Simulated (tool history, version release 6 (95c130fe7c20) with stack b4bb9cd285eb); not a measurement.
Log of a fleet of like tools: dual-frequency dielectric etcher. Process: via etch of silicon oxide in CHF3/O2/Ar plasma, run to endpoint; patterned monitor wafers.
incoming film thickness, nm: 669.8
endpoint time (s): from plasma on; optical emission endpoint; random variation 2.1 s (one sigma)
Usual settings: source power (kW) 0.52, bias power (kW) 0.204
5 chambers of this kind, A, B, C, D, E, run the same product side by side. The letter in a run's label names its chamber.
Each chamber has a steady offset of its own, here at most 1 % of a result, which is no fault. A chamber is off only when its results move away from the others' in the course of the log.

run,hour,source power (kW),bias power (kW),hours since the last wet clean,hours since the last source power generator calibration,hours since the last bias power generator calibration,endpoint time (s)
1E,5.9,0.52,0.204,471.3,983.9,2989.4,341.83
2B,13.7,0.52,0.204,152,1820.3,1171.5,348.65
3A,19.9,0.52,0.204,436.6,548.3,1501.5,344.22
4C,28,0.52,0.204,440.6,52.8,1171.3,341.61
5D,37.2,0.52,0.204,116.7,456.3,3256.6,345.29
6D,41.5,0.52,0.237,121,460.6,3260.9,324.65
# hour 47.3: chamber E: wet clean of the chamber
7B,48,0.52,0.237,186.3,1854.6,1205.8,331.76
8A,54.8,0.52,0.237,471.5,583.2,1536.4,324.55
9C,61.8,0.52,0.237,474.4,86.6,1205.1,324.35
10E,66.9,0.52,0.237,19.7,1044.9,3050.4,324.89
# hour 71.4: chamber A: wet clean of the chamber
11A,71.7,0.52,0.204,0.3,600.1,1553.3,342.49
12C,77.7,0.52,0.204,490.3,102.5,1221,340.56
13D,85.8,0.65,0.204,165.3,504.9,3305.2,315.33
14E,95.5,0.65,0.204,48.3,1073.5,3079,316.85
15B,100.3,0.65,0.204,238.6,1906.9,1258.1,318.98
16D,108.2,0.65,0.204,187.7,527.3,3327.6,317.46
17A,114.6,0.65,0.204,43.2,643,1596.2,315.3
18B,122.6,0.52,0.204,260.9,1929.2,1280.4,346.68
19E,130.1,0.52,0.204,82.9,1108.1,3113.6,341.5
# hour 137.1: chamber C: wet clean of the chamber
20C,138.3,0.52,0.204,1.2,163.1,1281.6,343.58
21A,147.9,0.52,0.204,76.5,676.3,1629.5,345.74
22D,154,0.52,0.204,233.5,573.1,3373.4,348.09
23C,159.2,0.52,0.204,22.1,184,1302.5,342.31
24B,164.7,0.62,0.204,303,1971.3,1322.5,323.45
25E,171,0.62,0.204,123.8,1149,3154.5,319.1
26D,175.7,0.62,0.204,255.2,594.8,3395.1,322.68
27E,181.2,0.62,0.204,134,1159.2,3164.7,316.74
28C,188.6,0.62,0.204,51.5,213.4,1331.9,322.83
29A,194,0.52,0.204,122.6,722.4,1675.6,343.61
30B,200.2,0.52,0.204,338.5,2006.8,1358,343.07
31E,205.4,0.52,0.204,158.2,1183.4,3188.9,339.03
32A,214.3,0.52,0.204,142.9,742.7,1695.9,342.42
33B,222.7,0.52,0.204,361,2029.3,1380.5,344.42

What goes on in this fleet: one chamber off, a drifting gauge, or nothing beyond the chambers' own small offsets? Name the chamber and the cause, if any.

No chamber stands off beyond its own small offset, and the gauge holds steady.
